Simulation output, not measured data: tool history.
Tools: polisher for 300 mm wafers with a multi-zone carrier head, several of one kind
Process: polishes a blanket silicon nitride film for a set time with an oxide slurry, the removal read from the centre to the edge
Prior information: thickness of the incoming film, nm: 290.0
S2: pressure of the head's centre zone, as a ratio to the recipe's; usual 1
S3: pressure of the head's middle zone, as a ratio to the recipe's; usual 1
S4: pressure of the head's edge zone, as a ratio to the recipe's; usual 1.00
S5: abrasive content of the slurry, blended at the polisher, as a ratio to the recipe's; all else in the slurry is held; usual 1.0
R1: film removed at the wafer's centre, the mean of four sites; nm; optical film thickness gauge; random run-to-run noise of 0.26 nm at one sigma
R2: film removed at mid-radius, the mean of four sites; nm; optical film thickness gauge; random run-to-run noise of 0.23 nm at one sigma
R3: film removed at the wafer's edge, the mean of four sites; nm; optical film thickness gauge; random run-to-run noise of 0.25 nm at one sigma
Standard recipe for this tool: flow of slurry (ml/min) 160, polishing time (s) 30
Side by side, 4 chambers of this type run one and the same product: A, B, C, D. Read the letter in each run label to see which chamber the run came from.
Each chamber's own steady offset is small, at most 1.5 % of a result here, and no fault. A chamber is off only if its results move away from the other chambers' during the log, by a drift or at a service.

Run 1D, hour 3.6: usual settings. Result: R1 21.559 nm, R2 21.518 nm, R3 22.088 nm.
Run 2A, hour 7.2: usual settings. Result: R1 22.055 nm, R2 21.572 nm, R3 21.402 nm.
Run 3B, hour 11.1: usual settings. Result: R1 21.153 nm, R2 21.610 nm, R3 21.361 nm.
Run 4C, hour 14.8: usual settings. Result: R1 22.010 nm, R2 21.662 nm, R3 21.024 nm.
At hour 17.1: chamber B: slurry nozzle cleaned.
Run 5B, hour 19.8: usual settings. Result: R1 21.800 nm, R2 21.921 nm, R3 22.396 nm.
Run 6C, hour 26.0: usual settings. Result: R1 21.894 nm, R2 21.290 nm, R3 21.182 nm.
Run 7D, hour 29.4: usual settings. Result: R1 21.730 nm, R2 21.780 nm, R3 22.048 nm.
Run 8A, hour 34.8: usual settings. Result: R1 21.472 nm, R2 21.564 nm, R3 21.684 nm.
Run 9C, hour 39.6: usual settings. Result: R1 21.786 nm, R2 21.506 nm, R3 21.439 nm.
Run 10D, hour 43.3: usual settings but S4 1.04, polishing time (s) 23. Result: R1 16.662 nm, R2 16.638 nm, R3 17.261 nm.
Run 11A, hour 48.8: usual settings but S4 1.04, polishing time (s) 23. Result: R1 16.531 nm, R2 16.267 nm, R3 17.148 nm.
At hour 50.0: chamber D: worn pad replaced by a new one.
At hour 51.8: chamber A: worn pad replaced by a new one.
Run 12B, hour 53.8: usual settings but S4 1.04, polishing time (s) 23. Result: R1 16.257 nm, R2 16.763 nm, R3 17.105 nm.
Run 13A, hour 58.3: usual settings but S4 1.04, polishing time (s) 23. Result: R1 16.387 nm, R2 16.658 nm, R3 17.004 nm.
Run 14C, hour 63.5: usual settings. Result: R1 20.297 nm, R2 21.920 nm, R3 21.953 nm.
Run 15D, hour 67.5: usual settings. Result: R1 21.853 nm, R2 21.465 nm, R3 21.593 nm.
Run 16B, hour 73.1: usual settings. Result: R1 22.173 nm, R2 21.434 nm, R3 22.222 nm.
Run 17C, hour 76.2: usual settings. Result: R1 20.728 nm, R2 21.417 nm, R3 21.121 nm.
Run 18B, hour 79.7: usual settings but flow of slurry (ml/min) 195, S5 1.1. Result: R1 23.583 nm, R2 23.193 nm, R3 23.739 nm.
Run 19D, hour 84.9: usual settings but flow of slurry (ml/min) 195, S5 1.1. Result: R1 23.942 nm, R2 23.630 nm, R3 23.509 nm.
Run 20A, hour 90.5: usual settings but flow of slurry (ml/min) 195, S5 1.1. Result: R1 23.436 nm, R2 23.281 nm, R3 23.081 nm.
At hour 92.7: chamber A: centre zone pressure recalibrated.
At hour 95.8: chamber D: edge zone pressure recalibrated.
Run 21C, hour 97.0: usual settings but flow of slurry (ml/min) 195, S5 1.1. Result: R1 21.296 nm, R2 23.395 nm, R3 22.850 nm.
Run 22A, hour 101.4: usual settings. Result: R1 21.610 nm, R2 21.368 nm, R3 21.965 nm.
At hour 102.9: chamber B: centre zone pressure recalibrated.
Run 23D, hour 105.3: usual settings but polishing time (s) 21. Result: R1 15.265 nm, R2 15.143 nm, R3 15.415 nm.
Run 24B, hour 109.6: usual settings but polishing time (s) 21. Result: R1 14.909 nm, R2 15.285 nm, R3 15.617 nm.

One chamber off, gauge drift, or nothing amiss beyond the chambers' own small offsets? If it is a chamber, which one, and what is the likeliest cause?

Little by little, chamber C moves away from the other chambers.
What lies behind it: centre zone's pressure below its setpoint, % = 9.62.

Chamber C could run next with any of the 4 candidate recipes listed below; each alters the usual settings, and their results appear as question marks. Which one brings its results back in line with what the other chambers deliver on the usual settings?
Maximum distance from the other chambers' mean on the usual settings for a result to count as in line: R1 0.910 nm; R2 0.790 nm; R3 0.870 nm
Run 25C-1, hour 114.4: usual settings but flow of slurry (ml/min) 150, S2 0.87, S3 1.05, S4 1.03, polishing time (s) 29. Result: R1 ?, R2 ?, R3 ?.
Run 25C-2, hour 114.4: usual settings but flow of slurry (ml/min) 165, S2 1.07, S3 0.97, S4 0.98, polishing time (s) 31. Result: R1 ?, R2 ?, R3 ?.
Run 25C-3, hour 114.4: usual settings but flow of slurry (ml/min) 155, S2 0.93, S3 1.03, S4 1.02, polishing time (s) 29. Result: R1 ?, R2 ?, R3 ?.
Run 25C-4, hour 114.4: usual settings but flow of slurry (ml/min) 170, S2 1.13, S3 0.95, S4 0.97, polishing time (s) 31. Result: R1 ?, R2 ?, R3 ?.

Mean of the other chambers on the usual settings: R1 21.617 nm; R2 21.660 nm; R3 21.786 nm
  run      R1      R2      R3
25C-1  15.988  21.734  20.930
25C-2  21.843  21.956  22.099
25C-3  17.324  21.478  20.922
25C-4  23.301  21.645  22.071
25C-2 is the one that brings the chamber's results back in line with the other chambers.
